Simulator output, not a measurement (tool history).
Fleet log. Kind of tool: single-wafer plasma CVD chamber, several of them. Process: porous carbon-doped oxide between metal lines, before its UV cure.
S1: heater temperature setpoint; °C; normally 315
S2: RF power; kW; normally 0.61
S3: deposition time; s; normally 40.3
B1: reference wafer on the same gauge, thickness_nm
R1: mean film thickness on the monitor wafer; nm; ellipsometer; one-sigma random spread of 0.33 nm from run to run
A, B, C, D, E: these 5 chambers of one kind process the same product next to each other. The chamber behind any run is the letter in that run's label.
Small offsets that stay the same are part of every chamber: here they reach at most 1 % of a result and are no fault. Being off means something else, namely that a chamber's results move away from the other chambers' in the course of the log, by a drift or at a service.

run,hour,S1,S2,S3,B1,R1
1A,3.4,315,0.61,40.3,269.92,226.95
2C,6.8,315,0.61,40.3,270.03,229.45
3E,10.1,315,0.61,40.3,270.14,227
4D,14.7,315,0.61,40.3,270.16,226.63
5B,18.3,315,0.61,40.3,270.28,226.68
6A,21.4,315,0.61,40.3,270.28,226.08
7C,26.2,315,0.61,33.9,270.31,193.7
8D,29.7,315,0.61,33.9,270.44,191.68
9E,33.4,315,0.61,33.9,270.51,192.29
10B,37,315,0.61,33.9,270.53,191.61
11E,39.3,315,0.61,33.9,270.46,192.56
12A,44.1,315,0.61,40.3,270.56,226.9
13C,46.6,315,0.61,40.3,270.74,228.96
14B,49.7,315,0.61,40.3,270.61,227.5
15D,53.4,302,0.61,43.2,270.84,260.83
16A,58.2,302,0.61,43.2,270.76,261.07
17C,62.7,302,0.61,43.2,270.87,262.8
# hour 66.7: chamber A: RF generator calibrated
18E,67.7,302,0.61,43.2,271.04,261.99
19B,71.2,302,0.61,43.2,270.97,260.6
20D,74.9,310,0.525,40.3,271.1,211.05
21C,77.8,310,0.525,40.3,271.06,213.88
22E,80.5,310,0.525,40.3,271.06,211.97
23A,84.1,310,0.525,40.3,271.22,211.81
24D,87.9,310,0.525,40.3,271.3,211.57
25B,92.4,315,0.695,40.3,271.3,248.85
26E,95.9,315,0.695,40.3,271.4,248.43
27C,98.5,315,0.695,40.3,271.45,249.67
28B,100.9,315,0.695,40.3,271.4,248.37
29A,105.1,315,0.695,40.3,271.61,248.23
30D,108.9,308,0.57,40.3,271.61,225.99

What goes on in this fleet: one chamber off, a drifting gauge, or nothing beyond the chambers' own small offsets? Name the chamber and the cause, if any.

Every chamber seems to shift together because the gauge that measures them all drifts; the chambers themselves are fine.
Most likely cause: gauge reads high (%) = 0.591.

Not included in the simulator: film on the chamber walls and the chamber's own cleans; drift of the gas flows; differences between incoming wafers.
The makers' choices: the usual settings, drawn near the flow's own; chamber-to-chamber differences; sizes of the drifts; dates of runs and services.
